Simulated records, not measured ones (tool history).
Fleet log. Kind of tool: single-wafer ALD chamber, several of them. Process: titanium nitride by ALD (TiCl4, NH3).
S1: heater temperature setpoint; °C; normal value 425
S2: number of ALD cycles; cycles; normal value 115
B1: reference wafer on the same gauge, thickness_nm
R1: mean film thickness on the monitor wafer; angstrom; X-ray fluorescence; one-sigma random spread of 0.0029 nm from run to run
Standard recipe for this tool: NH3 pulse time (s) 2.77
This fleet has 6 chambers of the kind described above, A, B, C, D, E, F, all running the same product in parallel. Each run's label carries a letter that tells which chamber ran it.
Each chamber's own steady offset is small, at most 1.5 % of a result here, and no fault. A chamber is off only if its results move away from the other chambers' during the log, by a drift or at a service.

Run 1D, hour 11.3: usual settings; B1 2.6000. Result: R1 25.730 angstrom.
Run 2F, hour 21.0: usual settings; B1 2.6010. Result: R1 25.857 angstrom.
Run 3C, hour 31.3: usual settings; B1 2.6006. Result: R1 25.753 angstrom.
Run 4E, hour 37.6: usual settings; B1 2.6001. Result: R1 25.861 angstrom.
Run 5B, hour 47.2: usual settings but S1 431 °C; B1 2.6017. Result: R1 26.184 angstrom.
Run 6A, hour 56.6: usual settings but S1 431 °C; B1 2.6016. Result: R1 25.845 angstrom.
Run 7B, hour 66.1: usual settings but S1 431 °C; B1 2.6018. Result: R1 26.162 angstrom.
Run 8E, hour 73.0: usual settings but S1 431 °C; B1 2.6022. Result: R1 25.874 angstrom.
Run 9F, hour 82.8: usual settings but S1 431 °C; B1 2.6027. Result: R1 25.825 angstrom.
Run 10D, hour 96.0: usual settings but S1 431 °C; B1 2.6027. Result: R1 25.733 angstrom.
Run 11A, hour 107.2: usual settings; B1 2.6030. Result: R1 25.912 angstrom.
Run 12C, hour 115.6: usual settings but S1 417 °C; B1 2.6032. Result: R1 25.740 angstrom.
Run 13D, hour 125.0: usual settings but S1 417 °C; B1 2.6037. Result: R1 25.720 angstrom.
Run 14B, hour 135.6: usual settings but S1 417 °C; B1 2.6046. Result: R1 26.164 angstrom.
Run 15C, hour 147.7: usual settings but S1 417 °C; B1 2.6050. Result: R1 25.722 angstrom.
Run 16A, hour 158.3: usual settings but S1 417 °C; B1 2.6049. Result: R1 25.857 angstrom.
Run 17F, hour 167.0: usual settings but S1 417 °C; B1 2.6048. Result: R1 25.820 angstrom.
Run 18E, hour 179.4: usual settings; B1 2.6053. Result: R1 25.868 angstrom.
Run 19E, hour 193.5: usual settings; B1 2.6055. Result: R1 25.869 angstrom.
Run 20D, hour 200.0: usual settings but S2 122 cycles, NH3 pulse time (s) 3.14; B1 2.6060. Result: R1 27.409 angstrom.
Run 21F, hour 214.1: usual settings but S2 122 cycles, NH3 pulse time (s) 3.14; B1 2.6067. Result: R1 27.533 angstrom.
Run 22C, hour 227.4: usual settings but S2 122 cycles, NH3 pulse time (s) 3.14; B1 2.6070. Result: R1 27.411 angstrom.
Run 23A, hour 234.4: usual settings but S2 122 cycles, NH3 pulse time (s) 3.14; B1 2.6075. Result: R1 27.556 angstrom.
Run 24B, hour 248.3: usual settings but S2 122 cycles, NH3 pulse time (s) 3.14; B1 2.6078. Result: R1 27.886 angstrom.
Run 25F, hour 257.3: usual settings but S2 122 cycles, NH3 pulse time (s) 3.14; B1 2.6082. Result: R1 27.535 angstrom.
Run 26E, hour 266.8: usual settings; B1 2.6078. Result: R1 25.950 angstrom.
Run 27D, hour 279.6: usual settings; B1 2.6074. Result: R1 25.848 angstrom.
Run 28B, hour 290.2: usual settings; B1 2.6083. Result: R1 26.232 angstrom.
Run 29A, hour 299.3: usual settings; B1 2.6078. Result: R1 25.992 angstrom.
Run 30C, hour 306.3: usual settings; B1 2.6089. Result: R1 25.780 angstrom.
Run 31C, hour 313.7: usual settings; B1 2.6096. Result: R1 25.822 angstrom.
Run 32E, hour 323.1: usual settings; B1 2.6086. Result: R1 25.866 angstrom.
Run 33A, hour 334.5: usual settings; B1 2.6098. Result: R1 25.947 angstrom.
Run 34D, hour 344.3: usual settings; B1 2.6097. Result: R1 25.805 angstrom.
Run 35F, hour 351.1: usual settings; B1 2.6107. Result: R1 25.906 angstrom.
Run 36B, hour 361.3: usual settings; B1 2.6113. Result: R1 26.328 angstrom.
Run 37A, hour 375.2: usual settings; B1 2.6110. Result: R1 25.979 angstrom.
Run 38F, hour 383.1: usual settings; B1 2.6118. Result: R1 25.891 angstrom.
Run 39C, hour 390.4: usual settings; B1 2.6114. Result: R1 25.865 angstrom.

What goes on in this fleet: one chamber off, a drifting gauge, or nothing beyond the chambers' own small offsets? Name the chamber and the cause, if any.

The gauge drifts, so all chambers seem to drift together. No chamber is off.
What lies behind it: gauge reads high (%) = 0.463.

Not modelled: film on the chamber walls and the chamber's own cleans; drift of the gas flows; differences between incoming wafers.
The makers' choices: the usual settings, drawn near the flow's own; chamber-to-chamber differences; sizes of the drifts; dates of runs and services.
